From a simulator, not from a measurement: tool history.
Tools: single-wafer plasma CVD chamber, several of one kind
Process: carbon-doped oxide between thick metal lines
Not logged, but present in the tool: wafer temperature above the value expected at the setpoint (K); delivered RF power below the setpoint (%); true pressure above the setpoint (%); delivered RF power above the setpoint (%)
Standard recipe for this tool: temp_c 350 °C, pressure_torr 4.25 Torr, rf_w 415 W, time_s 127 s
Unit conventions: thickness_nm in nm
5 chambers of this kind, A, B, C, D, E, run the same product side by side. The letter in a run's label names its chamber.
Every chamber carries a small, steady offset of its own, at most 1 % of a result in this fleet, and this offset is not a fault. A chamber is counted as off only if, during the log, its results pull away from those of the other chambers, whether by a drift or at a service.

run	hour	temp_c	pressure_torr	rf_w	time_s	hours since the last thermocouple change	hours since the last RF generator calibration	hours since the last manometer calibration	read-back reference wafer on the same gauge, thickness_nm	thickness_nm
# hour 8.0: chamber D: thermocouple changed; heater temperature recalibrated
1A	15.4	350	4.25	415	127	2100.6	1214.7	562.7	450.71	550.02
2B	29.4	350	4.25	415	127	277.0	84.6	62.1	451.13	553.36
3C	38.4	350	4.25	415	127	2192.8	632.3	1966.6	450.96	552.14
# hour 46.4: chamber C: capacitance manometer re-zeroed and calibrated
4D	52.7	350	4.25	415	127	44.7	1254.1	751.9	451.13	554.55
5E	62.2	350	4.25	415	127	550.0	814.9	1210.0	450.41	545.20
6C	72.7	350	4.25	415	127	2227.1	666.6	26.3	451.06	550.73
7D	81.8	350	4.25	415	127	73.8	1283.2	781.0	451.06	554.19
8B	88.8	350	4.25	415	127	336.4	144.0	121.5	451.12	551.29
# hour 94.1: chamber C: thermocouple changed; heater temperature recalibrated
9E	97.3	350	4.25	415	127	585.1	850.0	1245.1	450.85	546.22
10A	107.1	350	4.25	415	127	2192.3	1306.4	654.4	451.13	554.35
11D	121.3	350	4.25	415	127	113.3	1322.7	820.5	450.77	552.01
12E	136.0	350	4.25	415	127	623.8	888.7	1283.8	451.18	546.85
# hour 142.3: chamber D: RF generator calibrated
13C	147.1	350	4.25	415	127	53.1	741.0	100.7	450.90	551.47
14A	159.9	350	4.25	415	127	2245.1	1359.2	707.2	450.99	548.88
15B	171.9	350	4.25	415	127	419.5	227.1	204.6	450.99	550.77
16B	183.5	350	4.25	415	127	431.1	238.7	216.2	450.98	551.73
17C	198.9	350	4.25	415	127	104.9	792.8	152.5	450.38	551.14
18E	209.0	350	4.25	350	147	696.8	961.7	1356.8	450.95	557.60
19A	223.8	350	4.25	350	147	2309.0	1423.1	771.1	450.94	557.62
20D	231.4	350	4.25	350	147	223.4	89.2	930.6	451.13	564.18
21D	246.2	350	4.25	350	147	238.2	104.0	945.4	450.79	561.87
22A	255.4	350	4.25	350	147	2340.6	1454.7	802.7	451.10	556.59
23E	266.1	350	4.25	415	127	753.9	1018.8	1413.9	450.66	545.45
# hour 266.7: chamber E: RF generator calibrated
24C	273.1	350	4.25	415	127	179.1	867.0	226.7	450.89	546.13
25B	288.3	350	4.25	415	127	535.9	343.5	321.0	451.14	552.34
26D	300.1	338	4.25	415	127	292.1	157.9	999.3	451.35	573.06
27C	309.0	338	4.25	415	127	215.0	902.9	262.6	451.21	569.34
28B	319.0	338	4.25	415	127	566.6	374.2	351.7	451.08	572.09
29A	330.5	338	4.25	415	127	2415.7	1529.8	877.8	450.96	566.92
30E	346.1	338	4.25	415	127	833.9	79.5	1493.9	450.82	565.87
31E	360.0	340	4.25	415	127	847.8	93.4	1507.8	451.02	562.15
32A	371.6	340	4.25	415	127	2456.8	1570.9	918.9	450.66	563.91
33B	383.7	340	4.25	415	127	631.3	438.9	416.4	451.08	564.59
34C	394.6	340	4.25	415	127	300.6	988.5	348.2	451.45	564.17
35D	402.4	340	4.25	415	127	394.4	260.2	1101.6	450.95	567.92
36D	410.1	340	3.82	415	127	402.1	267.9	1109.3	451.08	561.69
37E	425.3	340	3.82	415	127	913.1	158.7	1573.1	450.65	552.39
38B	435.9	340	3.82	415	127	683.5	491.1	468.6	451.09	557.92

Is one chamber off against the others, does the gauge drift, or is nothing wrong? If a chamber is off, say which, and what the likeliest cause is.

All chambers stay in line apart from their small fixed offsets, and the gauge does not drift.

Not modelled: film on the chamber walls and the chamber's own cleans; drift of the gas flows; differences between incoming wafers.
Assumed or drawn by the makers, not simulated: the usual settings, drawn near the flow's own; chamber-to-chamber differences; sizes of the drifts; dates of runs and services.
